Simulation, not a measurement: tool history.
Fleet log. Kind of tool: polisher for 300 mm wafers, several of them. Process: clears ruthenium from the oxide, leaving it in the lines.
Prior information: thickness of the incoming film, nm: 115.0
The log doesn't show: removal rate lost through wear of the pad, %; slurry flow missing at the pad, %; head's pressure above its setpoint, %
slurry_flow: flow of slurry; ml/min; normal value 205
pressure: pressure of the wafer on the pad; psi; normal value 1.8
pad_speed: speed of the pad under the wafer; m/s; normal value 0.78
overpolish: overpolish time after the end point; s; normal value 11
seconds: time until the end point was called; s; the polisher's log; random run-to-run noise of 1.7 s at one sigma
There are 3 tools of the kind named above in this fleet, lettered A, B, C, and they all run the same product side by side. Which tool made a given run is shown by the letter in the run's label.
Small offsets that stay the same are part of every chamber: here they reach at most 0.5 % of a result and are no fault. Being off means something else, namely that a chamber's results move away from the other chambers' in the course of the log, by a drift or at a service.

run	day	slurry_flow	pressure	pad_speed	overpolish	wafers polished on this pad	hours since the slurry nozzle was cleaned	hours since the head pressure was calibrated	seconds
1C	0.425	205	1.8	0.78	11	85	180.6	362.7	143.34
2B	0.721	205	1.8	0.78	11	332	254.0	309.4	143.72
3A	1.083	205	1.8	0.78	11	897	386.7	446.3	141.45
# day 1.138: chamber A: worn pad replaced by a new one
4A	1.312	205	1.8	0.78	11	19	392.2	451.8	141.39
5B	1.683	240	2.2	0.78	11	440	277.1	332.5	113.65
6C	2.042	240	2.2	0.78	11	265	219.4	401.5	112.85
# day 2.079: chamber B: worn pad replaced by a new one
7C	2.312	240	2.2	0.78	11	296	225.9	408.0	112.43
8B	2.617	205	1.8	0.78	11	60	299.5	354.9	146.78
9A	2.833	205	1.8	0.78	11	189	428.7	488.3	141.16
10B	3.062	205	1.8	0.78	11	110	310.2	365.6	142.46
11C	3.429	205	1.8	0.78	11	420	252.7	434.8	142.63
12A	3.700	205	1.8	0.78	11	286	449.5	509.1	141.75
13A	3.946	250	1.8	0.78	6	313	455.4	515.0	138.52
14B	4.233	250	1.8	0.78	6	240	338.3	393.7	143.29
15C	4.617	250	1.8	0.78	6	553	281.2	463.3	139.66
16C	5.000	205	1.8	0.78	11	596	290.4	472.5	143.37
# day 5.267: chamber A: head pressure recalibrated
17A	5.296	205	1.8	0.78	11	464	487.8	0.8	141.72
18B	5.638	245	1.8	0.78	4	397	372.0	427.4	140.88
19A	6.004	245	1.8	0.78	4	543	504.8	17.8	138.62
20C	6.354	245	1.8	0.78	4	747	322.9	505.0	140.14
21B	6.608	205	1.8	0.78	11	506	395.3	450.7	143.96
22A	6.900	205	1.8	0.78	11	643	526.3	39.3	140.67
# day 7.025: chamber B: worn pad replaced by a new one
23B	7.212	205	1.8	0.78	11	21	409.8	465.2	145.71
24C	7.562	205	1.5	0.78	11	882	351.9	534.0	175.39
25B	7.888	205	1.5	0.78	11	96	426.0	481.4	176.04
26C	8.108	205	1.5	0.78	11	943	365.0	547.1	173.00
# day 8.371: chamber A: slurry nozzle cleaned
27A	8.442	155	1.8	0.78	17	815	1.8	76.3	148.96
28C	8.625	155	1.8	0.78	17	1000	377.4	559.5	156.37
29A	8.833	155	1.8	0.78	17	859	11.2	85.7	147.22
30B	9.133	205	1.8	0.78	11	235	455.9	511.3	141.88
31B	9.421	255	1.8	0.78	14	267	462.8	518.2	138.94
32A	9.621	255	1.8	0.78	14	947	30.1	104.6	139.31
33C	9.983	255	1.8	0.78	14	1152	410.0	592.1	142.95
34C	10.275	205	1.8	0.78	11	1185	417.0	599.1	152.06
35A	10.542	205	1.8	0.78	11	1050	52.2	126.7	141.20
# day 10.667: chamber A: worn pad replaced by a new one
36B	10.829	205	1.8	0.78	11	425	496.6	552.0	142.78
# day 11.100: chamber C: head pressure recalibrated
37B	11.154	205	1.8	0.78	11	461	504.4	559.8	146.42
38C	11.492	205	1.8	0.78	11	1321	446.2	9.4	151.72
39A	11.817	205	1.8	0.78	11	128	82.8	157.3	144.50
40A	12.175	240	1.8	0.86	11	168	91.4	165.9	128.14

Has any chamber moved away from the others, gradually or after a service, or does the common gauge drift, or do the chambers differ only by their own small steady offsets? State the chamber and the most likely cause if one applies.

One chamber, C, drifts off from the rest bit by bit.
Likeliest cause: slurry flow missing at the pad, % = 39.3.
It could be hard to tell apart here from: removal rate lost through wear of the pad, %.

Here are 4 candidates for chamber C's next run, each the usual settings with a change, their results left as question marks. Which one brings its results back in line with what the others give on the usual settings?
A result is in line if it is within this distance of the other chambers' mean on the usual settings: seconds 5.80 s
41C-1	12.479	300	1.8	0.78	11				?
41C-2	12.479	205	1.8	0.72	11				?
41C-3	12.479	200	1.7	0.72	11				?
41C-4	12.479	205	2.1	0.78	11				?

Mean of the other chambers on the usual settings: seconds 142.94 s
run	seconds
41C-1	144.93
41C-2	167.94
41C-3	178.62
41C-4	132.99
41C-1 is the one that brings the chamber's results back in line with the other chambers.
